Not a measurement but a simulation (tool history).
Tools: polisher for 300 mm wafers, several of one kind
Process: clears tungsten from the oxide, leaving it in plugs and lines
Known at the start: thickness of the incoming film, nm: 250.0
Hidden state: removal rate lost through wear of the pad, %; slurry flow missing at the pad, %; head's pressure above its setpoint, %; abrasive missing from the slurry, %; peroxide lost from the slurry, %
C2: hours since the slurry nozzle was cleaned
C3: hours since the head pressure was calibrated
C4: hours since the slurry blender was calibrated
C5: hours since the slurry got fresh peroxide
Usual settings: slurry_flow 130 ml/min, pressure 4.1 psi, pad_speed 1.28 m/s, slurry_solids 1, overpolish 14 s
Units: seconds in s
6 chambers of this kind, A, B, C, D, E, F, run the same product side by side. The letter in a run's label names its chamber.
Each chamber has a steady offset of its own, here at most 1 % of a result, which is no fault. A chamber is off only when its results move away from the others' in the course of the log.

At hour 0.3: chamber B: head pressure recalibrated.
Run 1C, hour 3.5: usual settings; wafers polished on this pad 1027; C2 44.6; C3 167.5; C4 4.1; C5 31.7. Result: seconds 33.56 s.
At hour 7.8: chamber B: worn pad replaced by a new one.
Run 2E, hour 8: usual settings; wafers polished on this pad 269; C2 379.4; C3 852.7; C4 348.8; C5 114.9. Result: seconds 34.395 s.
At hour 10: chamber D: slurry tank refilled with fresh slurry and peroxide.
Run 3A, hour 14: usual settings; wafers polished on this pad 798; C2 849.2; C3 641.1; C4 18.8; C5 33.8. Result: seconds 33.295 s.
Run 4D, hour 20.2: usual settings; wafers polished on this pad 161; C2 253.4; C3 539.6; C4 138.3; C5 10.2. Result: seconds 32.932 s.
Run 5B, hour 24.9: usual settings; wafers polished on this pad 121; C2 191.1; C3 24.7; C4 117; C5 56.4. Result: seconds 33.627 s.
Run 6F, hour 28.3: usual settings but pad_speed 1.46 m/s; wafers polished on this pad 534; C2 143.2; C3 1102.7; C4 235.1; C5 151.8. Result: seconds 28.841 s.
Run 7A, hour 31.1: usual settings but pad_speed 1.46 m/s; wafers polished on this pad 918; C2 866.3; C3 658.2; C4 35.9; C5 50.9. Result: seconds 29.104 s.
At hour 31.4: chamber A: slurry tank refilled with fresh slurry and peroxide.
Run 8D, hour 34.5: usual settings but pad_speed 1.46 m/s; wafers polished on this pad 261; C2 267.7; C3 553.9; C4 152.6; C5 24.5. Result: seconds 29.569 s.
At hour 36.4: chamber F: slurry tank refilled with fresh slurry and peroxide.
At hour 38.3: chamber A: slurry nozzle cleaned.
Run 9B, hour 39.3: usual settings but pad_speed 1.46 m/s; wafers polished on this pad 222; C2 205.5; C3 39.1; C4 131.4; C5 70.8. Result: seconds 28.523 s.
At hour 40: chamber E: slurry tank refilled with fresh slurry and peroxide.
Run 10E, hour 44.2: usual settings but pad_speed 1.46 m/s; wafers polished on this pad 523; C2 415.6; C3 888.9; C4 385; C5 4.2. Result: seconds 28.934 s.
Run 11C, hour 50: usual settings but pad_speed 1.46 m/s; wafers polished on this pad 1354; C2 91.1; C3 214; C4 50.6; C5 78.2. Result: seconds 29.898 s.
At hour 51.3: chamber C: worn pad replaced by a new one.
Run 12F, hour 54.4: usual settings; wafers polished on this pad 717; C2 169.3; C3 1128.8; C4 261.2; C5 18. Result: seconds 33.119 s.
At hour 56.2: chamber A: worn pad replaced by a new one.
At hour 57.4: chamber E: slurry blender recalibrated.
Run 13D, hour 58.6: usual settings; wafers polished on this pad 431; C2 291.8; C3 578; C4 176.7; C5 48.6. Result: seconds 33.252 s.
Run 14A, hour 62: usual settings; wafers polished on this pad 41; C2 23.8; C3 689.1; C4 66.8; C5 30.7. Result: seconds 33.53 s.
Run 15F, hour 65: usual settings; wafers polished on this pad 792; C2 179.9; C3 1139.4; C4 271.8; C5 28.6. Result: seconds 33.349 s.
Run 16B, hour 70.9: usual settings; wafers polished on this pad 444; C2 237.1; C3 70.7; C4 163; C5 102.4. Result: seconds 32.745 s.
Run 17C, hour 76.8: usual settings; wafers polished on this pad 179; C2 117.9; C3 240.8; C4 77.4; C5 105. Result: seconds 33.61 s.
Run 18E, hour 79.5: usual settings; wafers polished on this pad 772; C2 450.9; C3 924.2; C4 22.1; C5 39.5. Result: seconds 33.093 s.
Run 19C, hour 82.9: usual settings; wafers polished on this pad 222; C2 124; C3 246.9; C4 83.5; C5 111.1. Result: seconds 33.915 s.
At hour 86.1: chamber A: slurry tank refilled with fresh slurry and peroxide.
Run 20B, hour 87.5: usual settings; wafers polished on this pad 561; C2 253.7; C3 87.3; C4 179.6; C5 119. Result: seconds 33.395 s.
Run 21A, hour 92.1: usual settings; wafers polished on this pad 252; C2 53.9; C3 719.2; C4 96.9; C5 6. Result: seconds 33.409 s.
Run 22E, hour 96: usual settings; wafers polished on this pad 888; C2 467.4; C3 940.7; C4 38.6; C5 56. Result: seconds 33.289 s.
At hour 96.3: chamber C: slurry tank refilled with fresh slurry and peroxide.
At hour 97.5: chamber D: slurry tank refilled with fresh slurry and peroxide.
Run 23F, hour 100.3: usual settings; wafers polished on this pad 1040; C2 215.2; C3 1174.7; C4 307.1; C5 63.9. Result: seconds 33.703 s.
At hour 102.7: chamber B: worn pad replaced by a new one.
Run 24D, hour 104.9: usual settings; wafers polished on this pad 757; C2 338.1; C3 624.3; C4 223; C5 7.5. Result: seconds 33.779 s.
Run 25E, hour 109: usual settings; wafers polished on this pad 979; C2 480.4; C3 953.7; C4 51.6; C5 69. Result: seconds 32.733 s.
Run 26A, hour 113.1: usual settings; wafers polished on this pad 400; C2 74.9; C3 740.2; C4 117.9; C5 27. Result: seconds 33.014 s.
Run 27B, hour 116.3: usual settings; wafers polished on this pad 96; C2 282.5; C3 116.1; C4 208.4; C5 147.8. Result: seconds 33.85 s.
Run 28C, hour 120.8: usual settings but pressure 4.9 psi, pad_speed 1.14 m/s; wafers polished on this pad 489; C2 161.9; C3 284.8; C4 121.4; C5 24.5. Result: seconds 31.827 s.
Run 29F, hour 126.4: usual settings but pressure 4.9 psi, pad_speed 1.14 m/s; wafers polished on this pad 1224; C2 241.3; C3 1200.8; C4 333.2; C5 90. Result: seconds 31.414 s.
Run 30D, hour 130.5: usual settings but pressure 4.9 psi, pad_speed 1.14 m/s; wafers polished on this pad 937; C2 363.7; C3 649.9; C4 248.6; C5 33.1. Result: seconds 31.852 s.
At hour 133.5: chamber D: slurry blender recalibrated.
At hour 134.8: chamber F: head pressure recalibrated.
Run 31E, hour 135.5: usual settings but pressure 4.9 psi, pad_speed 1.14 m/s; wafers polished on this pad 1166; C2 506.9; C3 980.2; C4 78.1; C5 95.5. Result: seconds 31.692 s.
At hour 135.9: chamber C: slurry nozzle cleaned.
At hour 137.1: chamber A: slurry tank refilled with fresh slurry and peroxide.
Run 32B, hour 139.7: usual settings but pressure 4.9 psi, pad_speed 1.14 m/s; wafers polished on this pad 261; C2 305.9; C3 139.5; C4 231.8; C5 171.2. Result: seconds 31.138 s.
Run 33C, hour 144.6: usual settings but pressure 4.9 psi, pad_speed 1.14 m/s; wafers polished on this pad 656; C2 8.8; C3 308.6; C4 145.2; C5 48.3. Result: seconds 31.852 s.
Run 34F, hour 150.5: usual settings; wafers polished on this pad 1393; C2 265.4; C3 15.8; C4 357.3; C5 114.1. Result: seconds 33.765 s.
Run 35A, hour 153.8: usual settings; wafers polished on this pad 687; C2 115.6; C3 780.9; C4 158.6; C5 16.8. Result: seconds 33.046 s.
Run 36D, hour 158.5: usual settings; wafers polished on this pad 1134; C2 391.7; C3 677.9; C4 25; C5 61.1. Result: seconds 33.604 s.
Run 37F, hour 161.8: usual settings; wafers polished on this pad 1473; C2 276.7; C3 27.1; C4 368.6; C5 125.4. Result: seconds 32.51 s.
At hour 165: chamber B: slurry tank refilled with fresh slurry and peroxide.
Run 38D, hour 167.9: usual settings; wafers polished on this pad 1200; C2 401.1; C3 687.3; C4 34.4; C5 70.5. Result: seconds 33.482 s.
Run 39B, hour 173.6: usual settings; wafers polished on this pad 499; C2 339.8; C3 173.4; C4 265.7; C5 8.6. Result: seconds 33.013 s.

Next, every chamber runs the same settings. What will each give?
Run 40A, hour 178: usual settings but slurry_solids 1.15. Result: seconds ?.
Run 40B, hour 178: usual settings but slurry_solids 1.15. Result: seconds ?.
Run 40C, hour 178: usual settings but slurry_solids 1.15. Result: seconds ?.
Run 40D, hour 178: usual settings but slurry_solids 1.15. Result: seconds ?.
Run 40E, hour 178: usual settings but slurry_solids 1.15. Result: seconds ?.
Run 40F, hour 178: usual settings but slurry_solids 1.15. Result: seconds ?.

run  seconds
40A   32.046
40B   32.121
40C    32.27
40D   32.427
40E   32.517
40F   32.704
